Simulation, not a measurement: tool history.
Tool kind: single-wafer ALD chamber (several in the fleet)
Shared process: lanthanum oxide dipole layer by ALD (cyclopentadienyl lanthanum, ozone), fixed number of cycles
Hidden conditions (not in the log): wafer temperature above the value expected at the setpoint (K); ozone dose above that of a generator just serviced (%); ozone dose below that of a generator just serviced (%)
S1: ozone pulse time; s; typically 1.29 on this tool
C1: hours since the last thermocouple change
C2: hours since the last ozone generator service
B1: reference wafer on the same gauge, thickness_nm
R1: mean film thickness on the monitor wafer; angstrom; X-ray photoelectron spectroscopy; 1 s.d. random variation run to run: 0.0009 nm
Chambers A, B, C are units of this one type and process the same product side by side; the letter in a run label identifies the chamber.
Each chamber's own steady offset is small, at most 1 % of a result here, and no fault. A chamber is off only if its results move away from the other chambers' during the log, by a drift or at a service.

run	day	S1	C1	C2	B1	R1
1B	0.308	1.29	473.9	208.5	0.44792	5.3341
2A	0.738	1.29	93.3	199.5	0.44790	5.3153
3C	1.296	1.29	1088.4	1187.8	0.44760	5.3842
4C	1.725	1.29	1098.7	1198.1	0.44728	5.3686
5B	2.204	1.75	519.4	254.0	0.44737	5.5767
6A	2.517	1.75	136.0	242.2	0.44729	5.5888
7B	2.900	1.75	536.1	270.7	0.44722	5.5755
8C	3.479	1.29	1140.8	1240.2	0.44700	5.3580
9A	3.925	1.29	169.8	276.0	0.44667	5.2985
10C	4.417	1.29	1163.3	1262.7	0.44673	5.3591
11B	4.962	1.29	585.6	320.2	0.44624	5.3036
12A	5.279	1.29	202.3	308.5	0.44625	5.2849
13B	5.871	1.29	607.4	342.0	0.44612	5.3189
14A	6.471	1.29	230.9	337.1	0.44610	5.3014
15C	6.800	1.29	1220.5	1319.9	0.44585	5.3572
16A	7.267	0.99	250.0	356.2	0.44559	4.9164
17C	7.862	0.99	1246.0	1345.4	0.44577	4.9979
18B	8.238	0.99	664.2	398.8	0.44533	4.9459
19B	8.829	1.29	678.4	413.0	0.44504	5.3061
20A	9.154	1.29	295.3	401.5	0.44514	5.2847
21C	9.700	1.29	1290.1	1389.5	0.44480	5.3339

Predict what each chamber gives when all 3 of them run the settings below next.
22A	10.138	1.70				?
22B	10.138	1.70				?
22C	10.138	1.70				?

run	R1
22A	5.5297
22B	5.5325
22C	5.5947

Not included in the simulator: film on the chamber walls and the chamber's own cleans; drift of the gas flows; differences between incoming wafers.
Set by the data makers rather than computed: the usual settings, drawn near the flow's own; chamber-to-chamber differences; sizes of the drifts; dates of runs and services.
